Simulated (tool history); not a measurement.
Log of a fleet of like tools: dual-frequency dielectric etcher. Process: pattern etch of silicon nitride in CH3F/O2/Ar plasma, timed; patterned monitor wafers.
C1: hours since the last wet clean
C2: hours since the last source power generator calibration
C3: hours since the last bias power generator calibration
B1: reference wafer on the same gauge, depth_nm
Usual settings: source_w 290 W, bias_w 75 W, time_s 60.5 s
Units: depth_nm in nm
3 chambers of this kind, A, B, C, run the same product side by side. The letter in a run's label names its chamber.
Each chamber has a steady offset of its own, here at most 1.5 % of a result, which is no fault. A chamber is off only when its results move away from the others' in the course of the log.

{"run": "1A", "hour": 5.2, "source_w": 290, "bias_w": 75, "time_s": 60.5, "C1": 245.5, "C2": 1491, "C3": 1637, "B1": 35.419, "depth_nm": 38.034}
{"run": "2B", "hour": 10.5, "source_w": 290, "bias_w": 75, "time_s": 60.5, "C1": 496.2, "C2": 1094.7, "C3": 653.3, "B1": 35.374, "depth_nm": 37.74}
{"run": "3C", "hour": 15.7, "source_w": 290, "bias_w": 75, "time_s": 60.5, "C1": 371, "C2": 1872.2, "C3": 215.9, "B1": 35.393, "depth_nm": 37.705}
{"run": "4B", "hour": 20.7, "source_w": 290, "bias_w": 75, "time_s": 60.5, "C1": 506.4, "C2": 1104.9, "C3": 663.5, "B1": 35.402, "depth_nm": 37.708}
{"run": "5C", "hour": 26.0, "source_w": 230, "bias_w": 75, "time_s": 60.5, "C1": 381.3, "C2": 1882.5, "C3": 226.2, "B1": 35.395, "depth_nm": 34.595}
{"run": "6A", "hour": 31.1, "source_w": 230, "bias_w": 75, "time_s": 60.5, "C1": 271.4, "C2": 1516.9, "C3": 1662.9, "B1": 35.397, "depth_nm": 34.986}
{"hour": 33.8, "done": "chamber C: wet clean of the chamber"}
{"run": "7C", "hour": 36.1, "source_w": 230, "bias_w": 75, "time_s": 60.5, "C1": 2.3, "C2": 1892.6, "C3": 236.3, "B1": 35.392, "depth_nm": 34.298}
{"run": "8A", "hour": 39.6, "source_w": 290, "bias_w": 75, "time_s": 60.5, "C1": 279.9, "C2": 1525.4, "C3": 1671.4, "B1": 35.408, "depth_nm": 37.711}
{"run": "9B", "hour": 42.8, "source_w": 290, "bias_w": 75, "time_s": 60.5, "C1": 528.5, "C2": 1127, "C3": 685.6, "B1": 35.373, "depth_nm": 37.894}
{"run": "10A", "hour": 48.1, "source_w": 290, "bias_w": 75, "time_s": 60.5, "C1": 288.4, "C2": 1533.9, "C3": 1679.9, "B1": 35.416, "depth_nm": 38.105}
{"run": "11C", "hour": 51.7, "source_w": 290, "bias_w": 75, "time_s": 60.5, "C1": 17.9, "C2": 1908.2, "C3": 251.9, "B1": 35.387, "depth_nm": 37.506}
{"run": "12B", "hour": 56.0, "source_w": 290, "bias_w": 75, "time_s": 60.5, "C1": 541.7, "C2": 1140.2, "C3": 698.8, "B1": 35.407, "depth_nm": 37.849}
{"run": "13C", "hour": 59.1, "source_w": 290, "bias_w": 75, "time_s": 60.5, "C1": 25.3, "C2": 1915.6, "C3": 259.3, "B1": 35.369, "depth_nm": 37.449}
{"run": "14B", "hour": 63.6, "source_w": 290, "bias_w": 75, "time_s": 60.5, "C1": 549.3, "C2": 1147.8, "C3": 706.4, "B1": 35.374, "depth_nm": 37.831}
{"run": "15A", "hour": 68.6, "source_w": 290, "bias_w": 75, "time_s": 60.5, "C1": 308.9, "C2": 1554.4, "C3": 1700.4, "B1": 35.365, "depth_nm": 38.217}
{"run": "16A", "hour": 73.6, "source_w": 290, "bias_w": 75, "time_s": 60.5, "C1": 313.9, "C2": 1559.4, "C3": 1705.4, "B1": 35.384, "depth_nm": 37.801}
{"run": "17C", "hour": 78.4, "source_w": 290, "bias_w": 75, "time_s": 60.5, "C1": 44.6, "C2": 1934.9, "C3": 278.6, "B1": 35.401, "depth_nm": 37.583}
{"run": "18B", "hour": 83.0, "source_w": 290, "bias_w": 75, "time_s": 60.5, "C1": 568.7, "C2": 1167.2, "C3": 725.8, "B1": 35.415, "depth_nm": 37.479}
{"run": "19A", "hour": 86.8, "source_w": 290, "bias_w": 75, "time_s": 60.5, "C1": 327.1, "C2": 1572.6, "C3": 1718.6, "B1": 35.376, "depth_nm": 38.069}
{"run": "20B", "hour": 89.5, "source_w": 290, "bias_w": 67, "time_s": 75, "C1": 575.2, "C2": 1173.7, "C3": 732.3, "B1": 35.404, "depth_nm": 44.991}
{"hour": 92.8, "done": "chamber B: wet clean of the chamber"}
{"run": "21C", "hour": 93.8, "source_w": 290, "bias_w": 67, "time_s": 75, "C1": 60, "C2": 1950.3, "C3": 294, "B1": 35.416, "depth_nm": 44.49}
{"run": "22A", "hour": 97.1, "source_w": 290, "bias_w": 67, "time_s": 75, "C1": 337.4, "C2": 1582.9, "C3": 1728.9, "B1": 35.407, "depth_nm": 45.313}
{"run": "23C", "hour": 100.9, "source_w": 290, "bias_w": 75, "time_s": 60.5, "C1": 67.1, "C2": 1957.4, "C3": 301.1, "B1": 35.388, "depth_nm": 37.975}
{"run": "24B", "hour": 106.1, "source_w": 350, "bias_w": 75, "time_s": 60.5, "C1": 13.3, "C2": 1190.3, "C3": 748.9, "B1": 35.396, "depth_nm": 40.922}
{"run": "25B", "hour": 109.5, "source_w": 350, "bias_w": 75, "time_s": 60.5, "C1": 16.7, "C2": 1193.7, "C3": 752.3, "B1": 35.417, "depth_nm": 40.519}
{"run": "26A", "hour": 112.4, "source_w": 350, "bias_w": 75, "time_s": 60.5, "C1": 352.7, "C2": 1598.2, "C3": 1744.2, "B1": 35.39, "depth_nm": 40.678}
{"run": "27C", "hour": 114.9, "source_w": 290, "bias_w": 75, "time_s": 60.5, "C1": 81.1, "C2": 1971.4, "C3": 315.1, "B1": 35.387, "depth_nm": 37.464}
{"run": "28A", "hour": 119.8, "source_w": 290, "bias_w": 75, "time_s": 60.5, "C1": 360.1, "C2": 1605.6, "C3": 1751.6, "B1": 35.409, "depth_nm": 37.68}
{"run": "29C", "hour": 122.9, "source_w": 290, "bias_w": 75, "time_s": 60.5, "C1": 89.1, "C2": 1979.4, "C3": 323.1, "B1": 35.411, "depth_nm": 37.305}
{"run": "30B", "hour": 125.4, "source_w": 290, "bias_w": 75, "time_s": 60.5, "C1": 32.6, "C2": 1209.6, "C3": 768.2, "B1": 35.423, "depth_nm": 38.202}
{"run": "31A", "hour": 127.8, "source_w": 290, "bias_w": 75, "time_s": 60.5, "C1": 368.1, "C2": 1613.6, "C3": 1759.6, "B1": 35.405, "depth_nm": 37.84}
{"run": "32C", "hour": 131.4, "source_w": 290, "bias_w": 75, "time_s": 60.5, "C1": 97.6, "C2": 1987.9, "C3": 331.6, "B1": 35.396, "depth_nm": 37.444}
{"run": "33B", "hour": 135.2, "source_w": 290, "bias_w": 67, "time_s": 60.5, "C1": 42.4, "C2": 1219.4, "C3": 778, "B1": 35.424, "depth_nm": 36.401}
{"run": "34C", "hour": 139.4, "source_w": 290, "bias_w": 67, "time_s": 60.5, "C1": 105.6, "C2": 1995.9, "C3": 339.6, "B1": 35.45, "depth_nm": 36.154}
{"run": "35A", "hour": 142.3, "source_w": 290, "bias_w": 67, "time_s": 60.5, "C1": 382.6, "C2": 1628.1, "C3": 1774.1, "B1": 35.395, "depth_nm": 36.185}
{"run": "36B", "hour": 146.8, "source_w": 290, "bias_w": 63, "time_s": 48, "C1": 54, "C2": 1231, "C3": 789.6, "B1": 35.396, "depth_nm": 28.333}
{"run": "37B", "hour": 152.2, "source_w": 290, "bias_w": 63, "time_s": 48, "C1": 59.4, "C2": 1236.4, "C3": 795, "B1": 35.429, "depth_nm": 28.179}
{"run": "38C", "hour": 156.3, "source_w": 290, "bias_w": 63, "time_s": 48, "C1": 122.5, "C2": 2012.8, "C3": 356.5, "B1": 35.425, "depth_nm": 27.873}

What goes on in this fleet: one chamber off, a drifting gauge, or nothing beyond the chambers' own small offsets? Name the chamber and the cause, if any.

No chamber stands off beyond its own small offset, and the gauge holds steady.
